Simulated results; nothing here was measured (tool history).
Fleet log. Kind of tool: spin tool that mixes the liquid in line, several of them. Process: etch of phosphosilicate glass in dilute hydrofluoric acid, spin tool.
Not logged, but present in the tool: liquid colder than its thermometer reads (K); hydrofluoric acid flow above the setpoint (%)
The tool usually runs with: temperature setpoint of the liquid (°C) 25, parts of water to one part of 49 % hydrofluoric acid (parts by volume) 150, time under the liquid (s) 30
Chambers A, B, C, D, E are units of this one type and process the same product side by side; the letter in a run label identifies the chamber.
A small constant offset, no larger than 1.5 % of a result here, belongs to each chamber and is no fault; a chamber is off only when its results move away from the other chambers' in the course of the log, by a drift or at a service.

| run | hour | temperature setpoint of the liquid (°C) | parts of water to one part of 49 % hydrofluoric acid (parts by volume) | time under the liquid (s) | hours since the thermometer was replaced | hours since the hydrofluoric acid flow meter was replaced | read-back film thickness of the phosphosilicate glass reference wafer, read on the same gauge (nm) | thickness taken off the phosphosilicate glass on a monitor wafer (Å) |
|---|---|---|---|---|---|---|---|---|
| 1C | 4.3 | 25 | 150 | 30 | 1015.4 | 265.2 | 59.996 | 205.98 |
| 2A | 9.4 | 25 | 150 | 30 | 194.5 | 988.1 | 59.971 | 203.25 |
| 3B | 12.3 | 25 | 150 | 30 | 585.2 | 1592.8 | 59.997 | 204.91 |
| 4D | 17.5 | 25 | 150 | 30 | 1154.5 | 42.3 | 60.023 | 201.97 |
| 5E | 20.2 | 25 | 150 | 40 | 2624.3 | 411.2 | 59.989 | 269.24 |
| 6B | 23.8 | 25 | 150 | 40 | 596.7 | 1604.3 | 60.012 | 271.24 |
| 7E | 26.9 | 25 | 150 | 40 | 2631.0 | 417.9 | 59.984 | 267.11 |
| 8A | 31.0 | 25 | 150 | 40 | 216.1 | 1009.7 | 60.031 | 271.75 |
| 9D | 34.8 | 25 | 150 | 40 | 1171.8 | 59.6 | 59.990 | 273.08 |
| 10C | 39.9 | 25 | 150 | 30 | 1051.0 | 300.8 | 59.990 | 205.51 |
| 11D | 43.3 | 25 | 150 | 30 | 1180.3 | 68.1 | 60.003 | 200.37 |
| 12E | 46.7 | 25 | 150 | 30 | 2650.8 | 437.7 | 59.989 | 202.00 |
| 13C | 51.5 | 25 | 150 | 30 | 1062.6 | 312.4 | 60.024 | 206.80 |
| 14A | 54.6 | 25 | 150 | 30 | 239.7 | 1033.3 | 60.023 | 201.63 |
| 15B | 58.6 | 25 | 150 | 30 | 631.5 | 1639.1 | 59.994 | 202.82 |
| 16D | 61.0 | 25 | 150 | 30 | 1198.0 | 85.8 | 60.010 | 203.14 |
| 17C | 65.2 | 25 | 150 | 30 | 1076.3 | 326.1 | 59.976 | 205.15 |
| 18B | 68.5 | 25 | 150 | 30 | 641.4 | 1649.0 | 60.006 | 203.09 |
| 19E | 73.5 | 25 | 115 | 15 | 2677.6 | 464.5 | 60.007 | 136.66 |
| 20A | 76.0 | 25 | 115 | 15 | 261.1 | 1054.7 | 59.993 | 138.04 |
| 21D | 79.3 | 25 | 115 | 15 | 1216.3 | 104.1 | 59.987 | 137.41 |
| 22B | 82.8 | 25 | 115 | 15 | 655.7 | 1663.3 | 59.982 | 137.32 |
| 23C | 85.2 | 25 | 115 | 15 | 1096.3 | 346.1 | 60.003 | 141.26 |
| 24A | 88.3 | 25 | 150 | 30 | 273.4 | 1067.0 | 59.986 | 203.23 |
| 25E | 90.7 | 25 | 150 | 30 | 2694.8 | 481.7 | 59.989 | 201.25 |
| 26D | 94.2 | 25 | 150 | 30 | 1231.2 | 119.0 | 60.008 | 204.90 |
| 27C | 96.7 | 25 | 150 | 30 | 1107.8 | 357.6 | 59.999 | 214.28 |
| 28E | 99.9 | 25 | 150 | 30 | 2704.0 | 490.9 | 60.001 | 196.82 |
| 29B | 104.7 | 25 | 150 | 30 | 677.6 | 1685.2 | 59.976 | 200.81 |
| 30A | 108.7 | 25 | 150 | 30 | 293.8 | 1087.4 | 60.010 | 206.52 |
| 31D | 111.9 | 25 | 150 | 30 | 1248.9 | 136.7 | 60.004 | 203.96 |
| 32A | 115.4 | 25 | 150 | 15 | 300.5 | 1094.1 | 59.964 | 102.40 |
| 33B | 119.1 | 25 | 150 | 15 | 692.0 | 1699.6 | 59.971 | 100.15 |
|  | 121.5 | chamber A: hydrofluoric acid flow meter replaced |
| 34E | 122.7 | 25 | 150 | 15 | 2726.8 | 513.7 | 59.988 | 100.99 |
| 35C | 127.2 | 25 | 150 | 15 | 1138.3 | 388.1 | 59.976 | 109.52 |
| 36C | 129.6 | 25 | 150 | 15 | 1140.7 | 390.5 | 59.970 | 109.49 |
| 37A | 134.0 | 25 | 150 | 30 | 319.1 | 12.5 | 59.985 | 205.33 |
| 38D | 136.5 | 25 | 150 | 30 | 1273.5 | 161.3 | 60.005 | 205.21 |
| 39B | 139.8 | 25 | 150 | 30 | 712.7 | 1720.3 | 60.006 | 200.74 |
| 40E | 143.3 | 25 | 150 | 30 | 2747.4 | 534.3 | 60.015 | 206.44 |

Each of the 5 chambers runs these same settings next. Fill in every chamber's results:
| 41A | 147.1 | 25 | 95 | 30 |  |  |  | ? |
| 41B | 147.1 | 25 | 95 | 30 |  |  |  | ? |
| 41C | 147.1 | 25 | 95 | 30 |  |  |  | ? |
| 41D | 147.1 | 25 | 95 | 30 |  |  |  | ? |
| 41E | 147.1 | 25 | 95 | 30 |  |  |  | ? |

| run | thickness taken off the phosphosilicate glass on a monitor wafer (Å) |
|---|---|
| 41A | 341.04 |
| 41B | 345.61 |
| 41C | 368.91 |
| 41D | 344.64 |
| 41E | 336.56 |

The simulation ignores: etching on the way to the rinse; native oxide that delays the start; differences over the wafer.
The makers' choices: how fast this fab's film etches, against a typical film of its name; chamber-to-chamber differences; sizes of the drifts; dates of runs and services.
